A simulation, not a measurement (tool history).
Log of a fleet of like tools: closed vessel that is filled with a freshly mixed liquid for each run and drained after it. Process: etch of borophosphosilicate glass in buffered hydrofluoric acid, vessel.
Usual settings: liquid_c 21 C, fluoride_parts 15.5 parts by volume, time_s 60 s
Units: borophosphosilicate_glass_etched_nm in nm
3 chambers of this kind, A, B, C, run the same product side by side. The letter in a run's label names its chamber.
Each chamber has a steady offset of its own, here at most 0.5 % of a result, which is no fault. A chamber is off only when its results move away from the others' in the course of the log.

run   hour  liquid_c  fluoride_parts  time_s  read-back film thickness of the borophosphosilicate glass reference wafer, read on the same gauge (nm)  borophosphosilicate_glass_etched_nm
 1C    7.5        21            15.5      60                                                                                                  70.028                               60.163
 2A   14.3        21            15.5      60                                                                                                  70.014                               60.175
 3B   22.5        21            15.5      60                                                                                                  70.004                                60.12
 4B   34.4        21            15.5      60                                                                                                  69.995                               59.399
 5A   42.3        21            15.5      60                                                                                                  69.992                               59.195
 6C   50.6        21            15.5      60                                                                                                  69.999                               60.624
 7A   58.5        21            15.5      60                                                                                                  69.995                               59.014
 8C   65.4        21            15.5      60                                                                                                  69.995                               60.679
 9B   75.1      24.5            11.5      60                                                                                                   70.01                               96.652
10A   83.5      24.5            11.5      60                                                                                                  69.985                               97.033
11B   91.7      24.5            11.5      60                                                                                                  69.983                               99.668
12C  103.6        21            15.5      60                                                                                                  69.942                               60.724
13C    111      17.5            15.5      60                                                                                                  70.003                               48.856
14A  120.2      17.5            15.5      60                                                                                                  69.985                               48.379
15B  128.4      17.5            15.5      60                                                                                                  70.024                               51.258
16C  134.1        21            15.5      60                                                                                                   69.98                                59.87
     136.7  -- chamber A: thermometer replaced
17A  142.1        21            15.5      60                                                                                                  70.007                                59.82
18B  147.4        21            15.5      60                                                                                                  70.018                               62.985
19C  153.4        21            15.5      60                                                                                                  70.028                               61.032
20B  159.8        21            15.5      60                                                                                                   70.01                               63.213
21A  169.9        21            19.5      60                                                                                                  69.981                               47.592

Is one chamber off against the others, does the gauge drift, or is nothing wrong? If a chamber is off, say which, and what the likeliest cause is.

Chamber B drifts away from the others.
Cause: hydrofluoric acid flow above the setpoint (%) = 8.23.
The log may not tell that from: liquid hotter than its thermometer reads (K).

Here are 4 candidates for chamber B's next run, each the usual settings with a change, their results left as question marks. Which one brings its results back in line with what the others give on the usual settings?
In line means no further than this from the other chambers' mean on the usual settings: borophosphosilicate_glass_etched_nm 1.6 nm
22B-1  178.5        21            16.5      60                                                                                                                                            ?
22B-2  178.5        21            15.5      65                                                                                                                                            ?
22B-3  178.5        21              16      60                                                                                                                                            ?
22B-4  178.5        21              15      60                                                                                                                                            ?

The other chambers' mean on the usual settings: borophosphosilicate_glass_etched_nm 60.157 nm
  run  borophosphosilicate_glass_etched_nm
22B-1                               60.574
22B-2                               69.785
22B-3                               62.437
22B-4                               66.527
22B-1 brings the chamber back in line.

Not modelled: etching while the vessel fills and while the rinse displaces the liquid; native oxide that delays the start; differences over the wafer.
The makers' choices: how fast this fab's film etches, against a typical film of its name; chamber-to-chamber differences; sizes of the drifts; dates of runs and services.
